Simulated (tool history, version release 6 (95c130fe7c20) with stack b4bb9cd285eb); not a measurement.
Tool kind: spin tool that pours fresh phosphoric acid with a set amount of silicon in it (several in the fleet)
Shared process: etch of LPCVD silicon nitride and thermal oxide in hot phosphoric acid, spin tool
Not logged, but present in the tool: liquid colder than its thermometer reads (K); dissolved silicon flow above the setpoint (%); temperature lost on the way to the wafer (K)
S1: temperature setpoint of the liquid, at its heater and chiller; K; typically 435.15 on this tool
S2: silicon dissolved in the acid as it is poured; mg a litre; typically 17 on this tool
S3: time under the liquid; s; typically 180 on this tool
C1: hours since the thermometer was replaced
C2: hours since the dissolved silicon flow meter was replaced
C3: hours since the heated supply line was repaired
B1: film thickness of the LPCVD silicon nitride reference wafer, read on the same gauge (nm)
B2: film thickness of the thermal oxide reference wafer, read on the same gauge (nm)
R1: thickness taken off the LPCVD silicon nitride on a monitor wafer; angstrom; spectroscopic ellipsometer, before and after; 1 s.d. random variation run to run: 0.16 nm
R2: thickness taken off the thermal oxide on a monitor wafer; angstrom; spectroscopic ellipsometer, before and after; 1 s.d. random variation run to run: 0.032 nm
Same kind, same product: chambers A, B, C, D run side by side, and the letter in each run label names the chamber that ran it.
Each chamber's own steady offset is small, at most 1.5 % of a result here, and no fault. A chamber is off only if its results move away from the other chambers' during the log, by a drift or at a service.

run,hour,S1,S2,S3,C1,C2,C3,B1,B2,R1,R2
1A,8.2,435.15,17,180,884.8,507.1,798.1,139.99,40.003,180.850,3.4996
2B,12.6,435.15,17,180,1307.6,111.4,499.0,140.03,40.001,181.700,3.8503
3C,19.9,435.15,17,180,383.2,615.9,975.9,140.00,39.979,179.410,4.1858
4D,28.0,435.15,17,180,1633.7,565.6,539.2,139.99,39.998,179.760,4.0061
5A,32.5,437.65,17,180,909.1,531.4,822.4,140.01,39.979,201.510,4.7217
6C,39.2,437.65,17,180,402.5,635.2,995.2,139.99,40.035,196.970,4.0899
7B,45.4,437.65,17,180,1340.4,144.2,531.8,139.99,39.984,199.010,5.0669
8D,50.0,437.65,17,180,1655.7,587.6,561.2,140.01,40.014,195.780,5.1318
9B,55.7,435.15,17,180,1350.7,154.5,542.1,139.99,39.996,183.090,3.9819
10C,61.2,435.15,17,180,424.5,657.2,1017.2,140.01,39.990,182.530,3.6551
11D,68.6,435.15,17,180,1674.3,606.2,579.8,139.98,40.011,181.550,4.3274
12A,75.2,437.65,17,125,951.8,574.1,865.1,140.00,40.016,136.380,3.3012
13A,82.0,437.65,17,125,958.6,580.9,871.9,140.02,40.006,138.950,3.5111
14D,90.1,437.65,17,125,1695.8,627.7,601.3,139.99,39.995,136.630,3.3384
15C,94.5,437.65,17,125,457.8,690.5,1050.5,140.01,40.014,137.640,2.8302
16B,99.1,435.15,17,180,1394.1,197.9,585.5,140.00,40.004,182.800,4.1070
17B,105.4,435.15,17,180,1400.4,204.2,591.8,139.97,40.022,181.800,3.8133
18D,109.0,435.15,11,180,1714.7,646.6,620.2,139.99,40.023,179.460,4.7850
19A,113.5,435.15,11,180,990.1,612.4,903.4,139.99,40.030,181.440,4.0724
20C,118.3,435.15,11,180,481.6,714.3,1074.3,139.99,39.990,179.520,4.6617
21A,123.7,435.15,11,180,1000.3,622.6,913.6,140.00,40.011,182.420,4.9074
22B,128.6,435.15,17,180,1423.6,227.4,615.0,139.99,40.008,183.740,4.2861
23D,135.8,435.15,17,180,1741.5,673.4,647.0,140.03,39.985,182.190,3.9566
24C,141.4,435.15,17,180,504.7,737.4,1097.4,140.01,40.009,183.970,3.8785
25D,145.6,435.15,17,180,1751.3,683.2,656.8,140.02,40.027,179.500,4.4555
26A,149.6,435.15,17,180,1026.2,648.5,939.5,139.99,39.981,183.740,4.4518
27B,156.5,435.15,17,180,1451.5,255.3,642.9,140.00,40.013,181.850,3.8783
28C,162.6,435.15,17,180,525.9,758.6,1118.6,139.99,40.011,184.660,3.6133
29C,168.4,435.15,17,180,531.7,764.4,1124.4,139.99,40.000,184.020,3.7479
30A,173.4,435.15,17,180,1050.0,672.3,963.3,140.01,40.006,180.860,4.2444
31B,178.1,435.15,17,180,1473.1,276.9,664.5,140.02,39.996,183.050,3.5172
32D,183.1,435.15,17,180,1788.8,720.7,694.3,140.00,40.021,178.550,4.3937
33D,188.7,435.15,17,180,1794.4,726.3,699.9,140.01,39.980,181.050,4.3826

Decide between three cases: one chamber stands off from its peers, the gauge reading all wafers drifts, or nothing is wrong past each chamber's small offset. Where a chamber is off, say which and what most likely put it there.

All chambers stay in line apart from their small fixed offsets, and the gauge does not drift.

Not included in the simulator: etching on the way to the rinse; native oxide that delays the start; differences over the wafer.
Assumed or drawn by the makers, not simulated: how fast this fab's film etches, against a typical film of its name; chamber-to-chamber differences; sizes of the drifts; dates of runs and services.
